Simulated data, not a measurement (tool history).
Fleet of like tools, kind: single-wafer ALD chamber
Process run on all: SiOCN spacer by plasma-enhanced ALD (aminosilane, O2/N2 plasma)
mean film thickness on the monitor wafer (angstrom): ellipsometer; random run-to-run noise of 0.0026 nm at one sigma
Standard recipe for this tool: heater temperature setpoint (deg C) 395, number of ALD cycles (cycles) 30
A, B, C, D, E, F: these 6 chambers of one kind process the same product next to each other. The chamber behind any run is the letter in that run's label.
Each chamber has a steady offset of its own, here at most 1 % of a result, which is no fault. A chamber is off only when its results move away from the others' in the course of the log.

run	day	heater temperature setpoint (deg C)	number of ALD cycles (cycles)	hours since the last thermocouple change	read-back reference wafer on the same gauge, thickness_nm	mean film thickness on the monitor wafer (angstrom)
1D	0.404	395	30	661.9	1.6199	18.019
2F	0.875	395	30	2470.8	1.6194	18.097
3A	1.262	395	30	890.4	1.6193	18.137
4E	1.808	395	30	468.8	1.6190	17.992
5C	2.371	395	30	1973.2	1.6187	17.970
6B	2.825	395	30	1544.7	1.6180	18.107
# day 3.133: chamber A: thermocouple changed; heater temperature recalibrated
7B	3.146	395	30	1552.4	1.6180	18.143
8A	3.708	395	30	13.8	1.6181	18.178
9D	3.971	395	30	747.5	1.6177	18.014
10F	4.258	395	27	2552.0	1.6168	16.238
11E	4.696	395	27	538.1	1.6174	16.239
12C	5.096	395	27	2038.6	1.6164	16.160
13B	5.400	395	27	1606.5	1.6165	16.323
14F	5.671	395	27	2585.9	1.6163	16.282
15C	6.171	395	27	2064.4	1.6169	16.194
16E	6.612	402	32	584.1	1.6159	18.826
17A	6.888	402	32	90.1	1.6161	19.204
# day 7.275: chamber F: thermocouple changed; heater temperature recalibrated
18D	7.283	402	32	827.0	1.6151	19.078
19C	7.600	402	32	2098.7	1.6159	19.004
20F	7.954	402	32	16.4	1.6150	19.116
21E	8.488	402	32	629.1	1.6152	18.841
22A	8.792	395	30	135.8	1.6144	18.129
23D	9.167	395	30	872.2	1.6149	17.929
24B	9.571	384	36	1706.6	1.6142	21.705
25D	10.108	384	36	894.8	1.6139	21.594
26E	10.542	384	36	678.4	1.6138	21.562
27C	10.996	384	36	2180.2	1.6132	21.502
28B	11.462	384	36	1752.0	1.6128	21.686
29A	11.775	384	36	207.4	1.6127	21.669
30F	12.100	395	34	115.9	1.6130	20.486
31C	12.588	395	34	2218.4	1.6126	20.252
32D	13.117	395	34	967.0	1.6122	20.314
33E	13.658	395	34	753.2	1.6120	20.279
34B	14.004	395	34	1813.0	1.6121	20.493
35A	14.458	395	34	271.8	1.6110	20.455
36F	14.829	395	30	181.4	1.6110	17.997
37B	15.296	395	30	1844.0	1.6112	18.052

Read the log: is a single chamber off, either drifting away or since a service, is the gauge that measures every chamber drifting, or is nothing wrong beyond small per-chamber offsets? Name any odd chamber and what most likely caused it.

None of the chambers is off. What moves is the gauge, dragging all their readings along together.
Likeliest cause: gauge reads low (%) = 0.583.
